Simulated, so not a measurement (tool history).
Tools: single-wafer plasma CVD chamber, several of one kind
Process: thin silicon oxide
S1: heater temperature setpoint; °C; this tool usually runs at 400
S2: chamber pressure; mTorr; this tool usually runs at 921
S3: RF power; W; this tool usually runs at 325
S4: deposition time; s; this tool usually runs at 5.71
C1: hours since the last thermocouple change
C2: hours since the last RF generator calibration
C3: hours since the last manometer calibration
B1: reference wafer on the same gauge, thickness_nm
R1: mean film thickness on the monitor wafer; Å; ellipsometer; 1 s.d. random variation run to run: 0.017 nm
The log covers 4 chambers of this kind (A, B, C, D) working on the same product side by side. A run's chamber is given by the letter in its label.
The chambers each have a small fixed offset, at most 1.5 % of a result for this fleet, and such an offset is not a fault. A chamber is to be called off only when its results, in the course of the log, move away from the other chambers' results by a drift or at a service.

Run 1B, hour 3.3: usual settings; C1 1391.3; C2 402.5; C3 725.0; B1 10.601. Result: R1 121.59 Å.
Run 2D, hour 7.7: usual settings; C1 96.4; C2 1403.5; C3 2024.1; B1 10.594. Result: R1 122.54 Å.
Run 3A, hour 11.5: usual settings; C1 761.7; C2 428.1; C3 411.2; B1 10.597. Result: R1 122.17 Å.
Run 4C, hour 15.8: usual settings; C1 1859.8; C2 1454.0; C3 374.2; B1 10.596. Result: R1 123.57 Å.
Run 5A, hour 21.0: usual settings; C1 771.2; C2 437.6; C3 420.7; B1 10.590. Result: R1 122.14 Å.
Run 6B, hour 24.1: usual settings; C1 1412.1; C2 423.3; C3 745.8; B1 10.589. Result: R1 121.04 Å.
Run 7C, hour 29.3: usual settings; C1 1873.3; C2 1467.5; C3 387.7; B1 10.587. Result: R1 123.74 Å.
Run 8D, hour 33.3: usual settings; C1 122.0; C2 1429.1; C3 2049.7; B1 10.587. Result: R1 122.25 Å.
Run 9D, hour 35.8: usual settings; C1 124.5; C2 1431.6; C3 2052.2; B1 10.584. Result: R1 122.19 Å.
Run 10A, hour 40.0: usual settings; C1 790.2; C2 456.6; C3 439.7; B1 10.584. Result: R1 122.24 Å.
Run 11C, hour 44.8: usual settings; C1 1888.8; C2 1483.0; C3 403.2; B1 10.579. Result: R1 123.87 Å.
Run 12B, hour 48.4: usual settings; C1 1436.4; C2 447.6; C3 770.1; B1 10.580. Result: R1 121.17 Å.
Run 13C, hour 52.8: usual settings; C1 1896.8; C2 1491.0; C3 411.2; B1 10.579. Result: R1 123.48 Å.
Run 14B, hour 58.2: usual settings; C1 1446.2; C2 457.4; C3 779.9; B1 10.574. Result: R1 121.11 Å.
Run 15A, hour 60.9: usual settings but S1 405 °C, S3 350 W; C1 811.1; C2 477.5; C3 460.6; B1 10.577. Result: R1 125.16 Å.
Run 16D, hour 65.7: usual settings but S1 405 °C, S3 350 W; C1 154.4; C2 1461.5; C3 2082.1; B1 10.574. Result: R1 125.04 Å.
Run 17D, hour 70.9: usual settings but S1 405 °C, S3 350 W; C1 159.6; C2 1466.7; C3 2087.3; B1 10.573. Result: R1 125.04 Å.
Run 18B, hour 76.1: usual settings but S1 405 °C, S3 350 W; C1 1464.1; C2 475.3; C3 797.8; B1 10.566. Result: R1 124.36 Å.
Run 19A, hour 78.7: usual settings; C1 828.9; C2 495.3; C3 478.4; B1 10.564. Result: R1 122.02 Å.
Run 20C, hour 81.3: usual settings but S1 406 °C, S2 1115 mTorr; C1 1925.3; C2 1519.5; C3 439.7; B1 10.566. Result: R1 141.09 Å.
Run 21C, hour 84.5: usual settings but S1 406 °C, S2 1115 mTorr; C1 1928.5; C2 1522.7; C3 442.9; B1 10.562. Result: R1 140.97 Å.
Run 22B, hour 89.6: usual settings but S1 406 °C, S2 1115 mTorr; C1 1477.6; C2 488.8; C3 811.3; B1 10.567. Result: R1 137.80 Å.
Run 23A, hour 94.2: usual settings but S1 406 °C, S2 1115 mTorr; C1 844.4; C2 510.8; C3 493.9; B1 10.560. Result: R1 139.17 Å.
Run 24D, hour 97.1: usual settings; C1 185.8; C2 1492.9; C3 2113.5; B1 10.561. Result: R1 121.60 Å.
Run 25D, hour 100.0: usual settings; C1 188.7; C2 1495.8; C3 2116.4; B1 10.556. Result: R1 121.55 Å.
Run 26A, hour 102.3: usual settings; C1 852.5; C2 518.9; C3 502.0; B1 10.552. Result: R1 121.67 Å.
Run 27C, hour 105.7: usual settings; C1 1949.7; C2 1543.9; C3 464.1; B1 10.556. Result: R1 123.50 Å.
Run 28B, hour 108.5: usual settings; C1 1496.5; C2 507.7; C3 830.2; B1 10.558. Result: R1 120.54 Å.
Run 29B, hour 112.4: usual settings; C1 1500.4; C2 511.6; C3 834.1; B1 10.552. Result: R1 120.75 Å.
Run 30A, hour 117.6: usual settings; C1 867.8; C2 534.2; C3 517.3; B1 10.545. Result: R1 121.93 Å.
Run 31C, hour 120.2: usual settings; C1 1964.2; C2 1558.4; C3 478.6; B1 10.549. Result: R1 123.36 Å.
Run 32D, hour 125.4: usual settings; C1 214.1; C2 1521.2; C3 2141.8; B1 10.549. Result: R1 121.63 Å.
Run 33A, hour 128.6: usual settings; C1 878.8; C2 545.2; C3 528.3; B1 10.549. Result: R1 121.70 Å.
Run 34C, hour 131.6: usual settings; C1 1975.6; C2 1569.8; C3 490.0; B1 10.545. Result: R1 123.19 Å.
Run 35B, hour 134.9: usual settings but S4 4.82 s; C1 1522.9; C2 534.1; C3 856.6; B1 10.547. Result: R1 101.83 Å.
Run 36D, hour 138.2: usual settings but S4 4.82 s; C1 226.9; C2 1534.0; C3 2154.6; B1 10.542. Result: R1 102.49 Å.
Run 37A, hour 140.7: usual settings but S4 4.82 s; C1 890.9; C2 557.3; C3 540.4; B1 10.543. Result: R1 102.77 Å.
Run 38C, hour 143.8: usual settings but S4 4.82 s; C1 1987.8; C2 1582.0; C3 502.2; B1 10.543. Result: R1 103.80 Å.

The same settings go to every chamber for the next run, one line per chamber below. Forecast the results for each:
Run 39A, hour 147.8: usual settings. Result: R1 ?.
Run 39B, hour 147.8: usual settings. Result: R1 ?.
Run 39C, hour 147.8: usual settings. Result: R1 ?.
Run 39D, hour 147.8: usual settings. Result: R1 ?.

run      R1
39A  121.33
39B  120.62
39C  123.52
39D  121.88
